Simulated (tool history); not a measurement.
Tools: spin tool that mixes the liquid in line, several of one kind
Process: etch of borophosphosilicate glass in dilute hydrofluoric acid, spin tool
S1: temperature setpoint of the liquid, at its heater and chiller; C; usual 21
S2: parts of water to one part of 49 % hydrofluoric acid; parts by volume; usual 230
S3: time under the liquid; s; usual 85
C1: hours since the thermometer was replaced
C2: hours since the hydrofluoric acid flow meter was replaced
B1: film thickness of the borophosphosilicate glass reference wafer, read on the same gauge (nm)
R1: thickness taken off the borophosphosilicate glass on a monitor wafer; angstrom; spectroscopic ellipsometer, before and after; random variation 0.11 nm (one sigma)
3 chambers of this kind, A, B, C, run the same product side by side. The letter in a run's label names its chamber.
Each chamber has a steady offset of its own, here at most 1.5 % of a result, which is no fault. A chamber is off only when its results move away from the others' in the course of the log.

run 1A hour=2.8 | S1=21 S2=230 S3=85 | C1=1444 C2=835.5 | B1=90.013 | R1=185.03
run 2B hour=7.7 | S1=21 S2=230 S3=85 | C1=941.8 C2=561.8 | B1=90.03 | R1=182.66
run 3C hour=13.3 | S1=21 S2=230 S3=85 | C1=423.7 C2=1880.3 | B1=90.016 | R1=189.65
run 4B hour=18.8 | S1=21 S2=230 S3=85 | C1=952.9 C2=572.9 | B1=90.034 | R1=184.47
run 5A hour=23.3 | S1=21 S2=230 S3=85 | C1=1464.5 C2=856 | B1=90.013 | R1=185.63
run 6C hour=28.5 | S1=21 S2=310 S3=115 | C1=438.9 C2=1895.5 | B1=90.026 | R1=173.9
run 7B hour=32.8 | S1=21 S2=310 S3=115 | C1=966.9 C2=586.9 | B1=90.016 | R1=174.03
run 8C hour=36.5 | S1=21 S2=310 S3=115 | C1=446.9 C2=1903.5 | B1=89.952 | R1=175.75
run 9A hour=39.9 | S1=21 S2=230 S3=85 | C1=1481.1 C2=872.6 | B1=89.973 | R1=184.26
run 10C hour=43.2 | S1=21 S2=230 S3=85 | C1=453.6 C2=1910.2 | B1=89.985 | R1=188.42
run 11B hour=46.3 | S1=23.5 S2=145 S3=85 | C1=980.4 C2=600.4 | B1=89.983 | R1=350.36
run 12A hour=50.9 | S1=23.5 S2=145 S3=85 | C1=1492.1 C2=883.6 | B1=89.964 | R1=350.23
run 13A hour=56.4 | S1=23.5 S2=145 S3=85 | C1=1497.6 C2=889.1 | B1=90.033 | R1=349.44
-- hour=58.5 chamber B: thermometer replaced
run 14C hour=60.7 | S1=21 S2=230 S3=85 | C1=471.1 C2=1927.7 | B1=90.05 | R1=190
run 15B hour=64.8 | S1=21 S2=230 S3=85 | C1=6.3 C2=618.9 | B1=89.978 | R1=182.66
run 16C hour=68.7 | S1=21 S2=230 S3=85 | C1=479.1 C2=1935.7 | B1=89.978 | R1=189.92
run 17B hour=74.2 | S1=21 S2=230 S3=85 | C1=15.7 C2=628.3 | B1=89.993 | R1=181.77
run 18A hour=77.5 | S1=21 S2=170 S3=110 | C1=1518.7 C2=910.2 | B1=89.958 | R1=345.1
run 19A hour=82.4 | S1=21 S2=170 S3=110 | C1=1523.6 C2=915.1 | B1=90.044 | R1=345.17
run 20B hour=88 | S1=21 S2=170 S3=110 | C1=29.5 C2=642.1 | B1=89.956 | R1=337.77
run 21C hour=93.6 | S1=21 S2=230 S3=85 | C1=504 C2=1960.6 | B1=89.989 | R1=189.43
run 22C hour=97.5 | S1=21 S2=230 S3=85 | C1=507.9 C2=1964.5 | B1=89.958 | R1=189.73
run 23B hour=100.1 | S1=21 S2=230 S3=85 | C1=41.6 C2=654.2 | B1=89.999 | R1=184.8
run 24A hour=103.6 | S1=21 S2=230 S3=85 | C1=1544.8 C2=936.3 | B1=89.986 | R1=184.57
run 25B hour=108.6 | S1=21 S2=230 S3=85 | C1=50.1 C2=662.7 | B1=90.013 | R1=183.26
run 26C hour=111.1 | S1=21 S2=230 S3=85 | C1=521.5 C2=1978.1 | B1=90.056 | R1=190.6
run 27A hour=116 | S1=21 S2=230 S3=85 | C1=1557.2 C2=948.7 | B1=90.047 | R1=185.88
-- hour=118.8 chamber B: hydrofluoric acid flow meter replaced
run 28C hour=119.2 | S1=21 S2=230 S3=85 | C1=529.6 C2=1986.2 | B1=90.015 | R1=186.94
run 29B hour=124.2 | S1=21 S2=230 S3=85 | C1=65.7 C2=5.5 | B1=90.048 | R1=184.32
run 30A hour=127.7 | S1=21 S2=230 S3=85 | C1=1568.9 C2=960.4 | B1=90.071 | R1=183.65
run 31C hour=130.1 | S1=21 S2=230 S3=85 | C1=540.5 C2=1997.1 | B1=90 | R1=190.17
run 32A hour=135.7 | S1=17 S2=230 S3=110 | C1=1576.9 C2=968.4 | B1=89.951 | R1=204.64
run 33B hour=140.5 | S1=17 S2=230 S3=110 | C1=82 C2=21.8 | B1=90.014 | R1=205.23
run 34C hour=145.5 | S1=17 S2=230 S3=110 | C1=555.9 C2=2012.5 | B1=90.009 | R1=209.97

Is one chamber off against the others, does the gauge drift, or is nothing wrong? If a chamber is off, say which, and what the likeliest cause is.

No chamber stands off beyond its own small offset, and the gauge holds steady.
